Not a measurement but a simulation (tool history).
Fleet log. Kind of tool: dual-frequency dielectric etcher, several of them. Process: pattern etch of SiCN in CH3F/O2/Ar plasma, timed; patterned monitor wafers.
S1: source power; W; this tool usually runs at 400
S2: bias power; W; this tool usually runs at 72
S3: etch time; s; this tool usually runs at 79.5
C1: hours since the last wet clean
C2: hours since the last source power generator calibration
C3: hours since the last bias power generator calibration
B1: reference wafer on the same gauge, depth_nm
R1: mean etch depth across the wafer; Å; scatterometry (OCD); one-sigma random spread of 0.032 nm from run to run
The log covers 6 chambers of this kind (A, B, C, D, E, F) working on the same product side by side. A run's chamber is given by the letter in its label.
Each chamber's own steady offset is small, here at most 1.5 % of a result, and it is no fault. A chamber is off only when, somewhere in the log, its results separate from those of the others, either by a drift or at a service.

run     day   S1  S2    S3     C1      C2      C3      B1      R1
 1D   0.317  400  72  79.5  169.6  3686.0  1365.3  31.404  297.68
 2A   0.579  400  72  79.5  388.3   622.8  2377.1  31.409  295.22
      0.788  -- chamber C: source power generator calibrated
 3B   0.858  400  72  79.5  364.9  1861.2   769.7  31.412  297.62
 4F   1.125  400  72  79.5  299.5   778.6  3176.1  31.416  296.93
 5E   1.283  340  72  79.5  682.1   476.8  1602.0  31.418  282.87
 6C   1.483  340  72  79.5   51.0    16.8  1532.7  31.424  282.01
      1.562  -- chamber E: wet clean of the chamber
 7A   1.717  340  72  79.5  415.6   650.1  2404.4  31.421  278.06
 8E   1.900  340  72  79.5    8.2   491.6  1616.8  31.412  283.15
 9C   2.075  340  72  79.5   65.2    31.0  1546.9  31.427  281.75
10F   2.425  340  72  79.5  330.7   809.8  3207.3  31.429  279.83
11D   2.675  400  72  79.5  226.2  3742.6  1421.9  31.428  297.40
      2.804  -- chamber A: bias power generator calibrated
12B   2.988  400  72  79.5  416.0  1912.3   820.8  31.433  298.10
      3.279  -- chamber A: wet clean of the chamber
13E   3.317  400  72  79.5   42.2   525.6  1650.8  31.438  301.03
14C   3.496  400  72  97.5   99.3    65.1  1581.0  31.434  367.12
15B   3.650  400  72  97.5  431.9  1928.2   836.7  31.433  365.46
16A   3.971  400  72  97.5   16.6   704.2    28.1  31.450  363.18
17F   4.267  400  72  97.5  374.9   854.0  3251.5  31.449  364.50
18D   4.517  400  72  97.5  270.4  3786.8  1466.1  31.461  365.65
19D   4.800  400  72  97.5  277.2  3793.6  1472.9  31.454  365.55
20B   5.071  400  72  79.5  466.0  1962.3   870.8  31.455  297.72
21F   5.346  400  72  79.5  400.8   879.9  3277.4  31.469  297.57
22C   5.675  400  72  79.5  151.6   117.4  1633.3  31.462  300.15
23A   6.000  400  72  79.5   65.3   752.9    76.8  31.467  296.27
24E   6.333  400  72  79.5  114.6   598.0  1723.2  31.479  301.33
25F   6.562  400  72  79.5  430.0   909.1  3306.6  31.481  296.99
26E   6.888  400  72  93.5  127.9   611.3  1736.5  31.473  354.42
27A   7.175  400  72  93.5   93.5   781.1   105.0  31.483  348.07
28D   7.396  400  72  93.5  339.5  3855.9  1535.2  31.483  351.50
29C   7.658  400  72  93.5  199.2   165.0  1680.9  31.489  353.62
30B   7.938  400  72  93.5  534.8  2031.1   939.6  31.495  351.15
31A   8.275  400  72  93.5  119.9   807.5   131.4  31.501  348.04
      8.362  -- chamber B: wet clean of the chamber
      8.433  -- chamber F: wet clean of the chamber
32C   8.617  400  72  79.5  222.2   188.0  1703.9  31.501  300.45
33D   8.804  400  72  94.5  373.3  3889.7  1569.0  31.503  354.75
34F   8.962  400  72  94.5   12.8   966.7  3364.2  31.503  354.14
35B   9.154  400  72  94.5   19.0  2060.3   968.8  31.505  354.99
36E   9.388  400  72  94.5  187.9   671.3  1796.5  31.501  359.18
37F   9.708  400  72  94.5   30.7   984.6  3382.1  31.511  354.03
      9.717  -- chamber D: source power generator calibrated
38C   9.925  400  72  94.5  253.6   219.4  1735.3  31.514  357.84
39A  10.083  340  72  94.0  163.3   850.9   174.8  31.511  328.98
40D  10.362  340  72  94.0  410.7    15.5  1606.4  31.516  332.29
41B  10.708  340  72  94.0   56.3  2097.6  1006.1  31.533  332.73
42E  11.004  340  72  94.0  226.7   710.1  1835.3  31.528  336.37
43D  11.288  340  72  94.0  432.9    37.7  1628.6  31.528  332.55
44F  11.512  340  72  94.0   74.0  1027.9  3425.4  31.534  331.24

Next, all 6 chambers run the settings below, one line each with question marks for the results. What does each chamber give?
45A  11.762  400  72  72.0                   ?
45B  11.762  400  72  72.0                   ?
45C  11.762  400  72  72.0                   ?
45D  11.762  400  72  72.0                   ?
45E  11.762  400  72  72.0                   ?
45F  11.762  400  72  72.0                   ?

run      R1
45A  268.65
45B  271.07
45C  271.78
45D  270.70
45E  273.27
45F  269.40
